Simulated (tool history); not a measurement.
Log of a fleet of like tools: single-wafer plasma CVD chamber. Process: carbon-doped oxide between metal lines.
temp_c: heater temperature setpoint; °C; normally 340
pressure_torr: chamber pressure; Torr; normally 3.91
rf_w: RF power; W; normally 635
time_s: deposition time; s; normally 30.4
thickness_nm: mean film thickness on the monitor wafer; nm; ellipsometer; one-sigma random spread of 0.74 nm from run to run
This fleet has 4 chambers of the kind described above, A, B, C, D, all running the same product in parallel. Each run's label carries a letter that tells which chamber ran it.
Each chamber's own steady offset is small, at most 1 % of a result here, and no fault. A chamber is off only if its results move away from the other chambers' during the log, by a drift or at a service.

run,day,temp_c,pressure_torr,rf_w,time_s,hours since the last thermocouple change,hours since the last RF generator calibration,hours since the last manometer calibration,"read-back reference wafer on the same gauge, thickness_nm",thickness_nm
1C,0.146,340,3.91,635,30.4,848.8,864.1,2702.6,156.90,180.15
2A,0.392,340,3.91,635,30.4,1386.5,131.4,12.4,157.03,179.06
3B,0.629,340,3.91,635,30.4,178.6,494.7,1450.4,157.06,178.73
4D,0.758,340,3.91,635,30.4,993.2,381.6,425.3,157.16,178.63
5A,0.875,340,3.91,635,30.4,1398.1,143.0,24.0,156.90,179.77
6B,1.092,340,3.91,635,30.4,189.7,505.8,1461.5,157.06,180.39
7D,1.212,340,3.91,635,30.4,1004.1,392.5,436.2,157.04,177.53
8C,1.421,340,3.91,635,30.4,879.4,894.7,2733.2,157.05,178.87
9A,1.658,340,3.91,635,30.4,1416.9,161.8,42.8,156.83,180.20
10B,1.829,340,3.91,635,30.4,207.4,523.5,1479.2,156.88,180.21
11C,1.996,340,3.91,635,30.4,893.2,908.5,2747.0,156.97,178.54
12D,2.125,340,3.91,635,30.4,1026.0,414.4,458.1,157.06,178.21
13A,2.238,327,3.91,560,30.4,1430.8,175.7,56.7,157.01,173.17
14D,2.358,327,3.91,560,30.4,1031.6,420.0,463.7,156.88,172.96
15B,2.500,327,3.91,560,30.4,223.5,539.6,1495.3,157.09,172.75
16C,2.742,327,3.91,560,30.4,911.1,926.4,2764.9,156.92,172.20
17D,2.850,340,3.91,635,30.4,1043.4,431.8,475.5,156.98,178.06
18A,3.046,340,3.91,635,30.4,1450.2,195.1,76.1,156.96,179.53
19C,3.212,340,3.91,635,30.4,922.4,937.7,2776.2,156.94,176.47
20B,3.429,340,3.91,635,30.4,245.8,561.9,1517.6,157.14,178.22
21A,3.567,340,3.91,635,30.4,1462.7,207.6,88.6,157.01,180.40
22C,3.692,340,3.91,635,30.4,933.9,949.2,2787.7,157.08,178.65
23B,3.833,340,3.91,635,30.4,255.5,571.6,1527.3,157.01,178.92
24D,4.017,340,3.91,635,30.4,1071.4,459.8,503.5,156.94,177.61

Predict what each chamber gives when all 4 of them run the settings below next.
25A,4.192,340,3.91,635,30.4,,,,,?
25B,4.192,340,3.91,635,30.4,,,,,?
25C,4.192,340,3.91,635,30.4,,,,,?
25D,4.192,340,3.91,635,30.4,,,,,?

run,thickness_nm
25A,179.44
25B,179.23
25C,178.37
25D,178.33
